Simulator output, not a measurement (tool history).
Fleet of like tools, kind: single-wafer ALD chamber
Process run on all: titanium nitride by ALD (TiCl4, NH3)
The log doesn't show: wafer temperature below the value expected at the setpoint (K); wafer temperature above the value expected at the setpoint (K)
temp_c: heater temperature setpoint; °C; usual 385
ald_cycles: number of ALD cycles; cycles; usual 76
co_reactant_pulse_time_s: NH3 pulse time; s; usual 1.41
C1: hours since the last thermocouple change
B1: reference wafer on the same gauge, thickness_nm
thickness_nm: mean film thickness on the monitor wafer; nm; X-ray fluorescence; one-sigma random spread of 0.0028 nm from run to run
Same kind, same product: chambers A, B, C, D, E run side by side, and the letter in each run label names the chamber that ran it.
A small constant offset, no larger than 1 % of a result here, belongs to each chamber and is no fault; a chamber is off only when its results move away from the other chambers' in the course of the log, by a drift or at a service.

run 1A hour=11.2 | temp_c=385 ald_cycles=76 co_reactant_pulse_time_s=1.41 | C1=921.7 | B1=1.5699 | thickness_nm=1.6108
run 2D hour=23.9 | temp_c=385 ald_cycles=76 co_reactant_pulse_time_s=1.41 | C1=2722.5 | B1=1.5681 | thickness_nm=1.6042
run 3B hour=37.2 | temp_c=385 ald_cycles=76 co_reactant_pulse_time_s=1.41 | C1=1110.7 | B1=1.5688 | thickness_nm=1.6238
run 4E hour=44.5 | temp_c=385 ald_cycles=76 co_reactant_pulse_time_s=1.41 | C1=499.9 | B1=1.5685 | thickness_nm=1.6107
run 5C hour=50.8 | temp_c=385 ald_cycles=76 co_reactant_pulse_time_s=1.41 | C1=669.5 | B1=1.5686 | thickness_nm=1.6188
run 6E hour=63.5 | temp_c=385 ald_cycles=76 co_reactant_pulse_time_s=1.41 | C1=518.9 | B1=1.5686 | thickness_nm=1.6146
run 7D hour=73.8 | temp_c=385 ald_cycles=76 co_reactant_pulse_time_s=1.41 | C1=2772.4 | B1=1.5678 | thickness_nm=1.6030
run 8B hour=81.6 | temp_c=371 ald_cycles=70 co_reactant_pulse_time_s=1.41 | C1=1155.1 | B1=1.5669 | thickness_nm=1.4555
run 9C hour=91.5 | temp_c=371 ald_cycles=70 co_reactant_pulse_time_s=1.41 | C1=710.2 | B1=1.5671 | thickness_nm=1.4530
run 10A hour=99.5 | temp_c=371 ald_cycles=70 co_reactant_pulse_time_s=1.41 | C1=1010.0 | B1=1.5670 | thickness_nm=1.4448
run 11B hour=112.0 | temp_c=371 ald_cycles=70 co_reactant_pulse_time_s=1.41 | C1=1185.5 | B1=1.5669 | thickness_nm=1.4559
run 12E hour=118.3 | temp_c=371 ald_cycles=70 co_reactant_pulse_time_s=1.41 | C1=573.7 | B1=1.5654 | thickness_nm=1.4503
-- hour=121.8 chamber B: thermocouple changed; heater temperature recalibrated
run 13C hour=125.2 | temp_c=385 ald_cycles=76 co_reactant_pulse_time_s=1.41 | C1=743.9 | B1=1.5652 | thickness_nm=1.6154
run 14D hour=138.4 | temp_c=385 ald_cycles=76 co_reactant_pulse_time_s=1.41 | C1=2837.0 | B1=1.5659 | thickness_nm=1.5999
run 15A hour=148.6 | temp_c=385 ald_cycles=76 co_reactant_pulse_time_s=1.41 | C1=1059.1 | B1=1.5657 | thickness_nm=1.5982
run 16D hour=156.8 | temp_c=385 ald_cycles=76 co_reactant_pulse_time_s=1.41 | C1=2855.4 | B1=1.5641 | thickness_nm=1.6025
run 17E hour=169.1 | temp_c=385 ald_cycles=76 co_reactant_pulse_time_s=1.41 | C1=624.5 | B1=1.5643 | thickness_nm=1.6062
run 18B hour=182.9 | temp_c=385 ald_cycles=76 co_reactant_pulse_time_s=1.41 | C1=61.2 | B1=1.5640 | thickness_nm=1.6131
run 19C hour=192.1 | temp_c=385 ald_cycles=76 co_reactant_pulse_time_s=1.41 | C1=810.8 | B1=1.5645 | thickness_nm=1.6119
run 20A hour=205.2 | temp_c=385 ald_cycles=76 co_reactant_pulse_time_s=1.41 | C1=1115.7 | B1=1.5637 | thickness_nm=1.6026
run 21A hour=216.0 | temp_c=385 ald_cycles=76 co_reactant_pulse_time_s=1.41 | C1=1126.5 | B1=1.5637 | thickness_nm=1.6003
run 22E hour=227.9 | temp_c=385 ald_cycles=76 co_reactant_pulse_time_s=1.41 | C1=683.3 | B1=1.5620 | thickness_nm=1.6097
run 23C hour=240.5 | temp_c=380 ald_cycles=76 co_reactant_pulse_time_s=1.41 | C1=859.2 | B1=1.5617 | thickness_nm=1.6001
run 24D hour=253.2 | temp_c=380 ald_cycles=76 co_reactant_pulse_time_s=1.41 | C1=2951.8 | B1=1.5619 | thickness_nm=1.5849
run 25B hour=263.6 | temp_c=380 ald_cycles=76 co_reactant_pulse_time_s=1.41 | C1=141.9 | B1=1.5613 | thickness_nm=1.6022
run 26B hour=275.3 | temp_c=380 ald_cycles=76 co_reactant_pulse_time_s=1.41 | C1=153.6 | B1=1.5611 | thickness_nm=1.5990
run 27E hour=284.5 | temp_c=380 ald_cycles=76 co_reactant_pulse_time_s=1.41 | C1=739.9 | B1=1.5609 | thickness_nm=1.5962
run 28A hour=292.5 | temp_c=385 ald_cycles=76 co_reactant_pulse_time_s=1.41 | C1=1203.0 | B1=1.5608 | thickness_nm=1.6027
run 29D hour=303.9 | temp_c=385 ald_cycles=76 co_reactant_pulse_time_s=1.41 | C1=3002.5 | B1=1.5609 | thickness_nm=1.5988
run 30C hour=310.1 | temp_c=385 ald_cycles=63 co_reactant_pulse_time_s=1.84 | C1=928.8 | B1=1.5602 | thickness_nm=1.3514
run 31A hour=316.3 | temp_c=385 ald_cycles=63 co_reactant_pulse_time_s=1.84 | C1=1226.8 | B1=1.5602 | thickness_nm=1.3470
run 32E hour=327.0 | temp_c=385 ald_cycles=63 co_reactant_pulse_time_s=1.84 | C1=782.4 | B1=1.5602 | thickness_nm=1.3518
run 33B hour=336.0 | temp_c=385 ald_cycles=63 co_reactant_pulse_time_s=1.84 | C1=214.3 | B1=1.5594 | thickness_nm=1.3580

Read the log: is a single chamber off, either drifting away or since a service, is the gauge that measures every chamber drifting, or is nothing wrong beyond small per-chamber offsets? Name any odd chamber and what most likely caused it.

The gauge drifts, so all chambers seem to drift together. No chamber is off.
Most likely cause: gauge reads low (%) = 0.699.
